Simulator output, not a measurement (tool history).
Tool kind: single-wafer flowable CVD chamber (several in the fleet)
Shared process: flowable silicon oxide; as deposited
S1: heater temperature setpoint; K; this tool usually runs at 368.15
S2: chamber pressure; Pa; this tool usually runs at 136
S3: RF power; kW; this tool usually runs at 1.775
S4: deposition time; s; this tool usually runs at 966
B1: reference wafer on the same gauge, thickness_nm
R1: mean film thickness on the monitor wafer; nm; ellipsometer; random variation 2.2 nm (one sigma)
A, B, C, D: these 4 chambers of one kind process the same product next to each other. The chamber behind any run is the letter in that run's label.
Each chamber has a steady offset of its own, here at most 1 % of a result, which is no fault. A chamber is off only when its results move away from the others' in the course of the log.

| run | hour | S1 | S2 | S3 | S4 | B1 | R1 |
|---|---|---|---|---|---|---|---|
| 1D | 4.4 | 368.15 | 136 | 1.775 | 966 | 1055.6 | 913.82 |
| 2C | 13.3 | 368.15 | 136 | 1.775 | 966 | 1056.4 | 912.03 |
| 3A | 21.8 | 368.15 | 136 | 1.775 | 966 | 1056 | 914.07 |
| 4B | 29.8 | 368.15 | 136 | 1.775 | 966 | 1055.9 | 918.13 |
| 5D | 38.2 | 375.15 | 136 | 2.04 | 966 | 1056.3 | 747.6 |
| 6C | 46.2 | 375.15 | 136 | 2.04 | 966 | 1056.5 | 747.67 |
| 7B | 51.6 | 375.15 | 136 | 2.04 | 966 | 1056 | 751 |
| 8A | 58.6 | 375.15 | 136 | 2.04 | 966 | 1056 | 741.74 |
| 9B | 65.3 | 368.15 | 136 | 1.775 | 966 | 1055.8 | 924.12 |
| 10C | 71.9 | 368.15 | 136 | 1.775 | 966 | 1056.1 | 918.67 |
| 11D | 81.8 | 368.15 | 136 | 1.775 | 849 | 1055.6 | 804.12 |
| 12A | 87.5 | 368.15 | 136 | 1.775 | 849 | 1056.8 | 800.12 |
| 13A | 96.2 | 368.15 | 136 | 1.775 | 849 | 1055.7 | 802.33 |
| 14C | 102.8 | 368.15 | 136 | 1.775 | 849 | 1055.7 | 802.54 |
| 15D | 107.4 | 368.15 | 136 | 1.775 | 1120 | 1056.5 | 1061.9 |
| 16B | 113.9 | 368.15 | 136 | 1.775 | 1120 | 1055.6 | 1063.8 |
|  | 117.4 | chamber C: RF generator calibrated |
| 17C | 120.2 | 368.15 | 136 | 1.775 | 1120 | 1056.4 | 1063.1 |
| 18D | 124.6 | 368.15 | 136 | 1.775 | 1120 | 1055.5 | 1058.5 |
| 19B | 132 | 368.15 | 136 | 1.775 | 966 | 1056.4 | 923.12 |
| 20A | 139.3 | 368.15 | 136 | 1.775 | 966 | 1056.1 | 911.37 |
| 21C | 145.3 | 368.15 | 136 | 1.775 | 966 | 1056.2 | 922.3 |
| 22B | 150.2 | 368.15 | 136 | 1.775 | 966 | 1055.7 | 922.97 |
| 23D | 155.1 | 368.15 | 136 | 1.775 | 966 | 1056.4 | 915.24 |
| 24A | 160.9 | 368.15 | 136 | 1.775 | 966 | 1055.9 | 911.54 |
| 25A | 168.4 | 362.15 | 148 | 1.775 | 966 | 1055.6 | 1224.4 |
| 26B | 178.3 | 362.15 | 148 | 1.775 | 966 | 1055.5 | 1241.5 |
| 27C | 187.7 | 362.15 | 148 | 1.775 | 966 | 1056.3 | 1239.8 |
| 28D | 195.8 | 362.15 | 148 | 1.775 | 966 | 1056.2 | 1226.3 |
| 29B | 200.5 | 368.15 | 136 | 1.775 | 966 | 1055.7 | 921.49 |
| 30A | 207.1 | 368.15 | 136 | 1.775 | 966 | 1056.1 | 913.55 |
| 31C | 216.8 | 368.15 | 136 | 1.775 | 966 | 1055.8 | 933.66 |
| 32D | 223.3 | 368.15 | 136 | 1.775 | 966 | 1055.4 | 919.53 |

Each of the 4 chambers runs these same settings next. Fill in every chamber's results:
| 33A | 230.5 | 368.15 | 136 | 1.575 | 966 |  | ? |
| 33B | 230.5 | 368.15 | 136 | 1.575 | 966 |  | ? |
| 33C | 230.5 | 368.15 | 136 | 1.575 | 966 |  | ? |
| 33D | 230.5 | 368.15 | 136 | 1.575 | 966 |  | ? |

| run | R1 |
|---|---|
| 33A | 882.68 |
| 33B | 887.82 |
| 33C | 903.89 |
| 33D | 890.98 |
